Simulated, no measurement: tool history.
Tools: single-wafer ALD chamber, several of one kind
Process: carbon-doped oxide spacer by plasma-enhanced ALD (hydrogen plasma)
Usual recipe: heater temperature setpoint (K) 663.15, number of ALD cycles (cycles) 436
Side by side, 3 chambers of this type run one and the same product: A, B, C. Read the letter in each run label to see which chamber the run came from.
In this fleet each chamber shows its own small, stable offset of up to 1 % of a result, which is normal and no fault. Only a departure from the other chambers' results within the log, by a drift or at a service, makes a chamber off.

| run | hour | heater temperature setpoint (K) | number of ALD cycles (cycles) | hours since the last thermocouple change | read-back reference wafer on the same gauge, thickness_nm | mean film thickness on the monitor wafer (nm) |
|---|---|---|---|---|---|---|
| 1B | 4.0 | 663.15 | 436 | 1258.4 | 22.604 | 21.940 |
| 2A | 10.4 | 663.15 | 436 | 726.8 | 22.586 | 21.593 |
| 3C | 14.2 | 663.15 | 436 | 828.1 | 22.580 | 21.802 |
| 4B | 19.7 | 663.15 | 436 | 1274.1 | 22.579 | 21.920 |
| 5A | 27.5 | 663.15 | 436 | 743.9 | 22.570 | 21.583 |
| 6C | 32.5 | 669.15 | 436 | 846.4 | 22.568 | 21.763 |
| 7A | 40.5 | 669.15 | 436 | 756.9 | 22.554 | 21.600 |
| 8B | 44.4 | 669.15 | 436 | 1298.8 | 22.561 | 21.892 |
| 9C | 48.8 | 663.15 | 436 | 862.7 | 22.554 | 21.704 |
| 10B | 54.4 | 663.15 | 436 | 1308.8 | 22.549 | 21.883 |
| 11C | 58.5 | 663.15 | 436 | 872.4 | 22.546 | 21.782 |
| 12A | 66.1 | 678.15 | 369 | 782.5 | 22.540 | 17.923 |
| 13B | 73.1 | 678.15 | 369 | 1327.5 | 22.528 | 18.205 |
| 14A | 78.7 | 678.15 | 369 | 795.1 | 22.515 | 17.988 |
| 15C | 85.3 | 663.15 | 436 | 899.2 | 22.528 | 21.727 |
| 16B | 89.2 | 663.15 | 436 | 1343.6 | 22.524 | 21.838 |
| 17C | 93.4 | 663.15 | 436 | 907.3 | 22.522 | 21.750 |
| 18A | 101.7 | 676.15 | 397 | 818.1 | 22.508 | 19.401 |
| 19C | 108.9 | 676.15 | 397 | 922.8 | 22.501 | 19.576 |
| 20B | 113.2 | 676.15 | 397 | 1367.6 | 22.489 | 19.673 |
| 21A | 120.5 | 663.15 | 436 | 836.9 | 22.478 | 21.501 |
| 22A | 126.7 | 676.15 | 494 | 843.1 | 22.493 | 24.124 |
| 23B | 132.9 | 676.15 | 494 | 1387.3 | 22.488 | 24.507 |
| 24C | 139.2 | 676.15 | 494 | 953.1 | 22.467 | 24.312 |
| 25A | 143.2 | 663.15 | 436 | 859.6 | 22.469 | 21.517 |

All 3 chambers run these settings next. Forecast each chamber's results:
| 26A | 149.1 | 654.15 | 436 |  |  | ? |
| 26B | 149.1 | 654.15 | 436 |  |  | ? |
| 26C | 149.1 | 654.15 | 436 |  |  | ? |

| run | mean film thickness on the monitor wafer (nm) |
|---|---|
| 26A | 21.420 |
| 26B | 21.779 |
| 26C | 21.654 |
